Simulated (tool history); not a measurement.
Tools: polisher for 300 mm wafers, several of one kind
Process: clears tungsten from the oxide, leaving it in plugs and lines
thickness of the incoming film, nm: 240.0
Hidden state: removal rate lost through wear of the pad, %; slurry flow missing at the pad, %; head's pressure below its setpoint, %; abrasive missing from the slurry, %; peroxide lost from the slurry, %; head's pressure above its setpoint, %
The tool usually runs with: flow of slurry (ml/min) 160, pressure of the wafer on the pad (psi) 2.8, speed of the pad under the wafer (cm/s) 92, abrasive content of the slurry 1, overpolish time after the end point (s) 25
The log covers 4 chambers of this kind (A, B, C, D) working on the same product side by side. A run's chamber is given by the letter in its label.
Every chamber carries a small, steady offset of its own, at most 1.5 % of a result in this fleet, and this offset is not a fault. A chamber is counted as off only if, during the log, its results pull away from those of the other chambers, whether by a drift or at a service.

run,hour,flow of slurry (ml/min),pressure of the wafer on the pad (psi),speed of the pad under the wafer (cm/s),abrasive content of the slurry,overpolish time after the end point (s),wafers polished on this pad,hours since the slurry nozzle was cleaned,hours since the head pressure was calibrated,hours since the slurry blender was calibrated,hours since the slurry got fresh peroxide,time until the end point was called (s)
# hour 0.6: chamber D: worn pad replaced by a new one
1A,4.6,160,2.8,92,1,25,180,148.9,383.9,159.7,12.7,79.130
# hour 5.3: chamber B: slurry blender recalibrated
2B,7.7,160,2.8,92,1,25,831,390.9,347.1,2.4,173.4,77.745
# hour 12.7: chamber B: worn pad replaced by a new one
3D,12.8,160,2.8,92,1,25,67,293.1,292.0,71.8,79.4,81.967
4C,18.3,160,2.8,92,1,25,754,451.0,578.1,27.2,92.2,79.076
5C,22.9,160,2.8,92,1,25,780,455.6,582.7,31.8,96.8,78.653
# hour 24.8: chamber B: slurry tank refilled with fresh slurry and peroxide
6D,27.3,160,2.8,92,1,25,147,307.6,306.5,86.3,93.9,78.184
7B,30.7,160,2.8,92,1,25,99,413.9,370.1,25.4,5.9,79.187
8A,34.0,160,2.8,92,1,25,341,178.3,413.3,189.1,42.1,78.446
9A,40.1,160,2.8,92,1,25,375,184.4,419.4,195.2,48.2,78.492
10C,45.6,160,2.8,92,1,25,904,478.3,605.4,54.5,119.5,78.262
# hour 47.0: chamber A: head pressure recalibrated
# hour 47.3: chamber D: slurry nozzle cleaned
# hour 49.6: chamber C: worn pad replaced by a new one
# hour 49.8: chamber C: head pressure recalibrated
11D,50.8,160,3.2,104,1,25,276,3.6,330.0,109.8,117.4,60.572
12B,53.8,160,3.2,104,1,25,226,437.0,393.2,48.5,29.0,61.637
13D,57.2,160,3.2,104,1,25,311,10.0,336.4,116.2,123.8,59.149
14C,62.5,160,3.2,104,1,25,71,495.2,12.8,71.4,136.4,59.188
15A,66.1,160,2.8,92,1,25,518,210.4,19.1,221.2,74.2,86.402
16B,70.8,160,2.8,92,1,25,319,454.0,410.2,65.5,46.0,79.066
17A,73.9,160,2.8,92,1,25,561,218.2,26.9,229.0,82.0,85.788
18D,78.4,160,2.8,92,1,25,428,31.2,357.6,137.4,145.0,78.843
19C,82.3,160,2.8,92,1,25,180,515.0,32.6,91.2,156.2,77.033
# hour 86.4: chamber C: slurry tank refilled with fresh slurry and peroxide
20B,87.8,160,2.8,92,1,25,413,471.0,427.2,82.5,63.0,82.438
# hour 90.6: chamber A: worn pad replaced by a new one
21A,92.7,160,2.8,110,1,35,11,237.0,45.7,247.8,100.8,73.983
22B,95.5,160,2.8,110,1,35,455,478.7,434.9,90.2,70.7,65.094
23C,101.4,160,2.8,110,1,35,285,534.1,51.7,110.3,15.0,66.291
24D,104.5,160,2.8,110,1,35,571,57.3,383.7,163.5,171.1,62.938
# hour 105.5: chamber D: slurry tank refilled with fresh slurry and peroxide
25B,108.2,160,2.8,92,1,25,525,491.4,447.6,102.9,83.4,78.728
26D,111.8,160,2.8,92,1,25,612,64.6,391.0,170.8,6.4,77.692
27C,115.3,160,2.8,92,1,25,362,548.0,65.6,124.2,28.9,78.207
# hour 118.6: chamber A: slurry blender recalibrated
28A,121.3,160,2.8,92,1,25,169,265.6,74.3,2.8,129.4,87.064

Next, all 4 chambers run the settings below, one line each with question marks for the results. What does each chamber give?
29A,125.7,215,2.8,92,1,25,,,,,,?
29B,125.7,215,2.8,92,1,25,,,,,,?
29C,125.7,215,2.8,92,1,25,,,,,,?
29D,125.7,215,2.8,92,1,25,,,,,,?

run,time until the end point was called (s)
29A,84.855
29B,76.785
29C,71.870
29D,75.731
